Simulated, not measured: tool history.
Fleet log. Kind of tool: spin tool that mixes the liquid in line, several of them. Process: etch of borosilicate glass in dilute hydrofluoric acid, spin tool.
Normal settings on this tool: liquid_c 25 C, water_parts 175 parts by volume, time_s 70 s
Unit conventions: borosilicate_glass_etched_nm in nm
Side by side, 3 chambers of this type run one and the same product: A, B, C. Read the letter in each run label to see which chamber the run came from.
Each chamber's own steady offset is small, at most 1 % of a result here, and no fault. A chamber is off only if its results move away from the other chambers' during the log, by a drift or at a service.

run	hour	liquid_c	water_parts	time_s	read-back film thickness of the borosilicate glass reference wafer, read on the same gauge (nm)	borosilicate_glass_etched_nm
1A	9.2	25	175	70	150.06	14.2720
2C	19.3	25	175	70	149.98	14.7560
3B	34.6	25	175	70	150.02	14.5480
4B	46.1	25	175	70	150.04	14.4510
5C	55.4	25	175	70	149.96	14.8550
6A	66.7	25	175	70	150.02	14.7090
7C	79.9	25	175	70	150.02	14.6260
8A	95.0	25	175	70	150.05	14.7710
9B	109.4	23	175	50	150.01	9.4675
10A	117.3	23	175	50	150.00	9.9611
11C	126.2	23	175	50	150.03	9.7299
12B	134.0	25	175	70	149.93	14.5240
13B	150.0	25	175	70	149.95	14.1240
14C	158.8	25	175	70	150.06	14.7260
15A	168.1	25	175	70	150.02	15.0870
16A	183.4	25	175	70	149.99	15.0920
17B	192.2	25	175	70	150.03	14.3070
18C	202.2	25	175	70	150.01	14.7710
19B	215.6	25	175	70	149.99	14.4770
20A	231.4	21	175	55	150.03	10.3580
21C	242.9	21	175	55	149.97	10.0030
22C	254.9	21	175	55	149.96	10.0590
23B	263.4	25	175	70	150.00	14.5060

Predict what each chamber gives when all 3 of them run the settings below next.
24A	275.3	25	175	70		?
24B	275.3	25	175	70		?
24C	275.3	25	175	70		?

run	borosilicate_glass_etched_nm
24A	15.2590
24B	14.6120
24C	14.6020

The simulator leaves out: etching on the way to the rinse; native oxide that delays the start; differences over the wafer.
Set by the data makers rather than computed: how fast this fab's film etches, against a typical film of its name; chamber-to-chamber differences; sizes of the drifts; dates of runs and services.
